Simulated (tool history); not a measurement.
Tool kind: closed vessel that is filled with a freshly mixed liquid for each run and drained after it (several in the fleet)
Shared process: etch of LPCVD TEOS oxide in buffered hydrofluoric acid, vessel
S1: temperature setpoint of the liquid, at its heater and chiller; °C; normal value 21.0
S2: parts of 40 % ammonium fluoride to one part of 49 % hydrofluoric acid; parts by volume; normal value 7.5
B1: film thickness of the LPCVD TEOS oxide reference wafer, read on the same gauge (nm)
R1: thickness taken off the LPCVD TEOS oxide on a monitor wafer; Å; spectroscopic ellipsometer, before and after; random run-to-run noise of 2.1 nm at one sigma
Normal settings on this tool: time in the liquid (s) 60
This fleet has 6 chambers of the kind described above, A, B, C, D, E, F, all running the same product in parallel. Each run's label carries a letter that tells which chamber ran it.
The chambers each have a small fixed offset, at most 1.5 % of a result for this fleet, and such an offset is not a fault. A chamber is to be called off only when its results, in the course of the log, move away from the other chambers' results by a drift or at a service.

Run 1E, day 0.417: usual settings; B1 150.02. Result: R1 3565.5 Å.
Run 2A, day 0.679: usual settings; B1 150.00. Result: R1 3545.4 Å.
Run 3C, day 1.108: usual settings; B1 149.97. Result: R1 3574.2 Å.
Run 4D, day 1.412: usual settings; B1 149.97. Result: R1 3542.4 Å.
Run 5B, day 1.646: usual settings; B1 150.02. Result: R1 3561.6 Å.
Run 6F, day 1.896: usual settings; B1 150.00. Result: R1 3622.2 Å.
Run 7B, day 2.129: usual settings but S1 25.5 °C, S2 10.0 parts by volume; B1 149.98. Result: R1 3435.0 Å.
Run 8E, day 2.504: usual settings but S1 25.5 °C, S2 10.0 parts by volume; B1 150.00. Result: R1 3461.3 Å.
Run 9C, day 2.804: usual settings but S1 25.5 °C, S2 10.0 parts by volume; B1 149.96. Result: R1 3474.2 Å.
Run 10D, day 3.225: usual settings but S1 25.5 °C, S2 10.0 parts by volume; B1 150.06. Result: R1 3455.5 Å.
Run 11F, day 3.638: usual settings but S1 25.5 °C, S2 10.0 parts by volume; B1 150.03. Result: R1 3499.8 Å.
Run 12A, day 3.867: usual settings but S1 25.5 °C, S2 10.0 parts by volume; B1 149.98. Result: R1 3507.5 Å.
Run 13E, day 4.296: usual settings; B1 150.02. Result: R1 3544.4 Å.
At day 4.442: chamber E: hydrofluoric acid flow meter replaced.
Run 14F, day 4.654: usual settings; B1 150.03. Result: R1 3603.3 Å.
Run 15B, day 5.088: usual settings; B1 150.02. Result: R1 3563.3 Å.
Run 16D, day 5.275: usual settings; B1 150.05. Result: R1 3536.1 Å.
At day 5.492: chamber B: thermometer replaced.
Run 17C, day 5.662: usual settings; B1 150.00. Result: R1 3543.9 Å.
Run 18A, day 6.092: usual settings; B1 149.97. Result: R1 3560.4 Å.
Run 19F, day 6.458: usual settings; B1 150.00. Result: R1 3600.8 Å.
Run 20B, day 6.817: usual settings; B1 150.01. Result: R1 3527.4 Å.
Run 21C, day 7.225: usual settings; B1 150.02. Result: R1 3543.2 Å.
Run 22A, day 7.488: usual settings; B1 150.00. Result: R1 3573.0 Å.
Run 23E, day 7.812: usual settings; B1 150.01. Result: R1 3573.2 Å.
Run 24D, day 8.092: usual settings; B1 149.99. Result: R1 3499.3 Å.
Run 25A, day 8.492: usual settings; B1 150.03. Result: R1 3540.2 Å.
Run 26B, day 8.896: usual settings but S2 10.0 parts by volume; B1 149.98. Result: R1 2732.2 Å.
Run 27D, day 9.200: usual settings but S2 10.0 parts by volume; B1 149.96. Result: R1 2697.6 Å.
Run 28F, day 9.571: usual settings but S2 10.0 parts by volume; B1 150.00. Result: R1 2855.7 Å.
Run 29E, day 9.817: usual settings but S2 10.0 parts by volume; B1 149.97. Result: R1 2731.5 Å.
Run 30C, day 10.229: usual settings but S2 10.0 parts by volume; B1 150.02. Result: R1 2731.3 Å.
Run 31E, day 10.492: usual settings but S2 10.0 parts by volume; B1 149.97. Result: R1 2721.8 Å.
Run 32C, day 10.896: usual settings but time in the liquid (s) 35; B1 149.98. Result: R1 2075.2 Å.
Run 33D, day 11.312: usual settings but time in the liquid (s) 35; B1 150.00. Result: R1 2052.1 Å.
Run 34A, day 11.679: usual settings but time in the liquid (s) 35; B1 149.94. Result: R1 2064.9 Å.
At day 11.958: chamber A: thermometer replaced.
Run 35F, day 12.088: usual settings but time in the liquid (s) 35; B1 149.97. Result: R1 2190.1 Å.
Run 36B, day 12.346: usual settings but time in the liquid (s) 35; B1 150.02. Result: R1 2055.8 Å.
Run 37B, day 12.642: usual settings but time in the liquid (s) 35; B1 150.01. Result: R1 2064.9 Å.
Run 38F, day 13.012: usual settings; B1 150.01. Result: R1 3784.0 Å.
Run 39E, day 13.258: usual settings; B1 150.03. Result: R1 3536.8 Å.
Run 40A, day 13.638: usual settings; B1 150.04. Result: R1 3539.9 Å.

Next, all 6 chambers run the settings below, one line each with question marks for the results. What does each chamber give?
Run 41A, day 13.946: usual settings but S2 10.0 parts by volume. Result: R1 ?.
Run 41B, day 13.946: usual settings but S2 10.0 parts by volume. Result: R1 ?.
Run 41C, day 13.946: usual settings but S2 10.0 parts by volume. Result: R1 ?.
Run 41D, day 13.946: usual settings but S2 10.0 parts by volume. Result: R1 ?.
Run 41E, day 13.946: usual settings but S2 10.0 parts by volume. Result: R1 ?.
Run 41F, day 13.946: usual settings but S2 10.0 parts by volume. Result: R1 ?.

run      R1
41A  2725.6
41B  2708.6
41C  2749.9
41D  2715.5
41E  2709.1
41F  2907.9
